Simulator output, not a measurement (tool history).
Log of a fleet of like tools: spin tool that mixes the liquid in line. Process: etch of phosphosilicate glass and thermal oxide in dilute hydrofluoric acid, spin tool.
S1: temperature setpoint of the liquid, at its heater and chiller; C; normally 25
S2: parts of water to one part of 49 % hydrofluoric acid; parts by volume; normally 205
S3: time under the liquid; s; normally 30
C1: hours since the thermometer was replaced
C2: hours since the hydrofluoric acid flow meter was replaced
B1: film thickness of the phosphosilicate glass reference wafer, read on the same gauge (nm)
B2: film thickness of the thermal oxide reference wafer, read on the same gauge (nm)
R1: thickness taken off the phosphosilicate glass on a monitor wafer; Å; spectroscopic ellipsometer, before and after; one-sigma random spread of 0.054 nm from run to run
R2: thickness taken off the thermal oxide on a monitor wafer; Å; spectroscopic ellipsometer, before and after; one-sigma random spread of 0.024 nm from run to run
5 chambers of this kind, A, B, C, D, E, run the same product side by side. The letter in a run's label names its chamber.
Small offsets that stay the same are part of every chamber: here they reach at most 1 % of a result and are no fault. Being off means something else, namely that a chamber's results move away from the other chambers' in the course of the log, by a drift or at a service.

run 1D hour=4.3 | S1=25 S2=205 S3=30 | C1=291.4 C2=603 | B1=29.975 B2=149.99 | R1=113.35 R2=6.4252
run 2A hour=13.6 | S1=25 S2=205 S3=30 | C1=56.7 C2=602.2 | B1=30.03 B2=150.02 | R1=111.57 R2=6.5377
run 3E hour=21.7 | S1=25 S2=205 S3=30 | C1=884.7 C2=1365.7 | B1=30.001 B2=150 | R1=111.33 R2=6.7998
run 4B hour=28.5 | S1=25 S2=205 S3=30 | C1=2781.6 C2=256.2 | B1=30.005 B2=149.98 | R1=110.21 R2=6.8639
run 5C hour=35 | S1=25 S2=205 S3=30 | C1=986.7 C2=771.7 | B1=30.008 B2=150.02 | R1=110.76 R2=6.271
run 6D hour=41.3 | S1=25 S2=205 S3=30 | C1=328.4 C2=640 | B1=30.005 B2=150 | R1=112.32 R2=7.0441
run 7E hour=49.9 | S1=25 S2=205 S3=30 | C1=912.9 C2=1393.9 | B1=30.013 B2=150.02 | R1=111.48 R2=6.3439
run 8C hour=59 | S1=21 S2=205 S3=30 | C1=1010.7 C2=795.7 | B1=29.997 B2=150 | R1=95.428 R2=5.9879
run 9B hour=68.7 | S1=21 S2=205 S3=30 | C1=2821.8 C2=296.4 | B1=30.002 B2=150.01 | R1=94.875 R2=5.5741
run 10A hour=76.8 | S1=21 S2=205 S3=30 | C1=119.9 C2=665.4 | B1=29.988 B2=149.98 | R1=95.777 R2=5.9497
run 11C hour=84.9 | S1=21 S2=205 S3=30 | C1=1036.6 C2=821.6 | B1=30.014 B2=150.03 | R1=95.947 R2=5.791
run 12D hour=94.6 | S1=21 S2=205 S3=30 | C1=381.7 C2=693.3 | B1=30.044 B2=150 | R1=97.287 R2=5.6082
run 13B hour=100.8 | S1=25 S2=205 S3=30 | C1=2853.9 C2=328.5 | B1=30.002 B2=150.01 | R1=110.97 R2=6.3657
-- hour=103.8 chamber C: hydrofluoric acid flow meter replaced
run 14A hour=108.2 | S1=25 S2=205 S3=30 | C1=151.3 C2=696.8 | B1=30.021 B2=149.99 | R1=111.65 R2=6.1456
run 15E hour=117.2 | S1=25 S2=205 S3=30 | C1=980.2 C2=1461.2 | B1=29.998 B2=150 | R1=111.86 R2=6.7908
run 16B hour=123.3 | S1=25 S2=205 S3=30 | C1=2876.4 C2=351 | B1=29.981 B2=149.97 | R1=110.53 R2=6.7265
run 17C hour=130.2 | S1=25 S2=205 S3=30 | C1=1081.9 C2=26.5 | B1=29.997 B2=150 | R1=110.37 R2=6.3797
run 18A hour=135.4 | S1=25 S2=205 S3=30 | C1=178.5 C2=724 | B1=30.043 B2=150.01 | R1=111.77 R2=6.4959
run 19D hour=140.7 | S1=25 S2=130 S3=30 | C1=427.8 C2=739.4 | B1=29.994 B2=150.02 | R1=191.87 R2=11.369
run 20E hour=149.3 | S1=25 S2=130 S3=30 | C1=1012.3 C2=1493.3 | B1=29.997 B2=150.04 | R1=192.9 R2=11.916
-- hour=150.9 chamber B: hydrofluoric acid flow meter replaced
run 21A hour=156 | S1=25 S2=130 S3=30 | C1=199.1 C2=744.6 | B1=30.007 B2=150.01 | R1=189.7 R2=11.163
run 22D hour=165 | S1=25 S2=130 S3=30 | C1=452.1 C2=763.7 | B1=30.001 B2=149.99 | R1=192.25 R2=11.468
run 23C hour=171 | S1=25 S2=130 S3=30 | C1=1122.7 C2=67.3 | B1=29.987 B2=150.01 | R1=192.49 R2=11.235
run 24B hour=180.5 | S1=21 S2=205 S3=20 | C1=2933.6 C2=29.6 | B1=29.983 B2=149.99 | R1=63.855 R2=3.88
-- hour=185.2 chamber D: hydrofluoric acid flow meter replaced
-- hour=186.2 chamber B: thermometer replaced
run 25E hour=189.5 | S1=21 S2=205 S3=20 | C1=1052.5 C2=1533.5 | B1=29.984 B2=150.01 | R1=63.737 R2=3.7785
run 26C hour=196 | S1=21 S2=205 S3=20 | C1=1147.7 C2=92.3 | B1=29.998 B2=150.01 | R1=63.699 R2=3.8966
run 27A hour=202.2 | S1=21 S2=205 S3=20 | C1=245.3 C2=790.8 | B1=29.985 B2=149.99 | R1=64.093 R2=3.902
run 28B hour=209.3 | S1=21 S2=205 S3=20 | C1=23.1 C2=58.4 | B1=30.016 B2=149.99 | R1=63.739 R2=3.8475
run 29D hour=214 | S1=25 S2=205 S3=30 | C1=501.1 C2=28.8 | B1=30.017 B2=149.98 | R1=111.7 R2=6.7255
run 30E hour=223.4 | S1=25 S2=205 S3=30 | C1=1086.4 C2=1567.4 | B1=29.998 B2=149.98 | R1=111.65 R2=6.5949
-- hour=226.7 chamber C: thermometer replaced
run 31B hour=229 | S1=25 S2=205 S3=30 | C1=42.8 C2=78.1 | B1=30.022 B2=149.98 | R1=110.73 R2=7.0548
run 32A hour=236.5 | S1=25 S2=205 S3=30 | C1=279.6 C2=825.1 | B1=30.036 B2=150.01 | R1=111.23 R2=7.0488
run 33E hour=244.8 | S1=25 S2=205 S3=30 | C1=1107.8 C2=1588.8 | B1=30.012 B2=150 | R1=111.98 R2=6.9412
run 34C hour=250.2 | S1=25 S2=205 S3=30 | C1=23.6 C2=146.5 | B1=29.996 B2=150 | R1=110.57 R2=6.5517
run 35D hour=256.5 | S1=25 S2=205 S3=30 | C1=543.6 C2=71.3 | B1=30.008 B2=150.02 | R1=113.31 R2=6.8773
run 36C hour=264.1 | S1=25 S2=205 S3=30 | C1=37.5 C2=160.4 | B1=30.007 B2=150.02 | R1=110.37 R2=6.916

Which is it: a chamber that has drifted or been left off by a service, a gauge drift common to all chambers, or only each chamber's usual small offset? If a chamber is off, name it and its likeliest cause.

All chambers stay in line apart from their small fixed offsets, and the gauge does not drift.

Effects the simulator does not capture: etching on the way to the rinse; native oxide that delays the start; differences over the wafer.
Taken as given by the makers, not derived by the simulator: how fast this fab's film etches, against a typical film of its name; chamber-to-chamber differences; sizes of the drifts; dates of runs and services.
